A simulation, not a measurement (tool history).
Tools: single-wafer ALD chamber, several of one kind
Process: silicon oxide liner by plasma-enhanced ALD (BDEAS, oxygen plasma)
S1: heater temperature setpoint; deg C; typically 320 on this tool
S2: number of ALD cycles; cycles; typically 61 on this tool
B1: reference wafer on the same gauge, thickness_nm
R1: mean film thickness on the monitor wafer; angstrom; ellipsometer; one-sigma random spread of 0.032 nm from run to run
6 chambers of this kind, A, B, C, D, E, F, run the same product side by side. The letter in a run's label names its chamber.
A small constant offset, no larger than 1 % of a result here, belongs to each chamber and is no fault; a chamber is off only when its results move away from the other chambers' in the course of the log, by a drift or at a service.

{"run": "1B", "hour": 3.8, "S1": 320, "S2": 61, "B1": 5.3193, "R1": 55.167}
{"run": "2A", "hour": 6.7, "S1": 320, "S2": 61, "B1": 5.3125, "R1": 55.368}
{"run": "3E", "hour": 9.2, "S1": 320, "S2": 61, "B1": 5.3153, "R1": 54.571}
{"run": "4D", "hour": 12.8, "S1": 320, "S2": 61, "B1": 5.3152, "R1": 55.423}
{"run": "5F", "hour": 18.0, "S1": 325, "S2": 69, "B1": 5.3207, "R1": 61.474}
{"run": "6C", "hour": 22.1, "S1": 325, "S2": 69, "B1": 5.3295, "R1": 61.313}
{"run": "7B", "hour": 25.5, "S1": 325, "S2": 69, "B1": 5.316, "R1": 61.39}
{"run": "8F", "hour": 30.8, "S1": 325, "S2": 69, "B1": 5.3193, "R1": 61.505}
{"run": "9A", "hour": 34.0, "S1": 325, "S2": 69, "B1": 5.3128, "R1": 62.367}
{"run": "10E", "hour": 39.6, "S1": 325, "S2": 69, "B1": 5.3168, "R1": 61.725}
{"run": "11C", "hour": 42.2, "S1": 320, "S2": 61, "B1": 5.3118, "R1": 55.501}
{"run": "12D", "hour": 47.0, "S1": 307, "S2": 52, "B1": 5.3231, "R1": 47.871}
{"run": "13B", "hour": 50.7, "S1": 307, "S2": 52, "B1": 5.3233, "R1": 48.141}
{"run": "14F", "hour": 56.3, "S1": 307, "S2": 52, "B1": 5.3165, "R1": 48.037}
{"run": "15A", "hour": 60.2, "S1": 307, "S2": 52, "B1": 5.3226, "R1": 48.433}
{"run": "16E", "hour": 65.4, "S1": 307, "S2": 52, "B1": 5.3134, "R1": 47.473}
{"run": "17D", "hour": 69.5, "S1": 307, "S2": 52, "B1": 5.3281, "R1": 47.659}
{"run": "18C", "hour": 73.2, "S1": 320, "S2": 61, "B1": 5.3141, "R1": 55.049}
{"run": "19A", "hour": 78.2, "S1": 314, "S2": 61, "B1": 5.3154, "R1": 55.539}
{"run": "20F", "hour": 81.2, "S1": 314, "S2": 61, "B1": 5.3156, "R1": 55.515}
{"run": "21C", "hour": 85.7, "S1": 314, "S2": 61, "B1": 5.319, "R1": 56.456}
{"run": "22E", "hour": 90.2, "S1": 314, "S2": 61, "B1": 5.3138, "R1": 55.311}
{"run": "23D", "hour": 93.6, "S1": 314, "S2": 61, "B1": 5.3204, "R1": 55.507}
{"run": "24B", "hour": 97.3, "S1": 314, "S2": 61, "B1": 5.3174, "R1": 55.407}
{"run": "25A", "hour": 102.1, "S1": 320, "S2": 61, "B1": 5.3212, "R1": 55.57}
{"run": "26F", "hour": 107.5, "S1": 320, "S2": 61, "B1": 5.325, "R1": 54.841}
{"run": "27D", "hour": 110.8, "S1": 320, "S2": 61, "B1": 5.3198, "R1": 54.641}
{"run": "28C", "hour": 113.4, "S1": 320, "S2": 61, "B1": 5.3258, "R1": 55.521}
{"run": "29E", "hour": 118.0, "S1": 320, "S2": 61, "B1": 5.3166, "R1": 54.897}
{"run": "30B", "hour": 122.3, "S1": 308, "S2": 61, "B1": 5.3135, "R1": 56.015}
{"run": "31B", "hour": 125.7, "S1": 308, "S2": 61, "B1": 5.321, "R1": 56.609}
{"run": "32E", "hour": 129.6, "S1": 308, "S2": 61, "B1": 5.3174, "R1": 55.65}
{"run": "33A", "hour": 135.2, "S1": 308, "S2": 61, "B1": 5.3207, "R1": 56.403}
{"run": "34D", "hour": 138.2, "S1": 308, "S2": 61, "B1": 5.3192, "R1": 55.581}
{"run": "35C", "hour": 140.9, "S1": 308, "S2": 61, "B1": 5.3097, "R1": 56.288}
{"run": "36F", "hour": 143.8, "S1": 320, "S2": 53, "B1": 5.3165, "R1": 47.992}
{"run": "37A", "hour": 146.7, "S1": 320, "S2": 53, "B1": 5.3193, "R1": 48.225}
{"run": "38D", "hour": 150.4, "S1": 320, "S2": 53, "B1": 5.3219, "R1": 47.411}
{"run": "39C", "hour": 155.2, "S1": 320, "S2": 53, "B1": 5.3229, "R1": 47.351}
{"run": "40E", "hour": 159.2, "S1": 320, "S2": 53, "B1": 5.3321, "R1": 47.727}
{"run": "41B", "hour": 164.3, "S1": 320, "S2": 53, "B1": 5.3216, "R1": 48.016}
{"run": "42F", "hour": 166.9, "S1": 320, "S2": 61, "B1": 5.3303, "R1": 55.42}
{"run": "43E", "hour": 172.5, "S1": 320, "S2": 61, "B1": 5.3255, "R1": 54.795}
{"run": "44B", "hour": 175.2, "S1": 320, "S2": 61, "B1": 5.3191, "R1": 55.354}

Has any chamber moved away from the others, gradually or after a service, or does the common gauge drift, or do the chambers differ only by their own small steady offsets? State the chamber and the most likely cause if one applies.

Neither any chamber nor the gauge drifts; the chambers differ only by their own small, steady offsets.
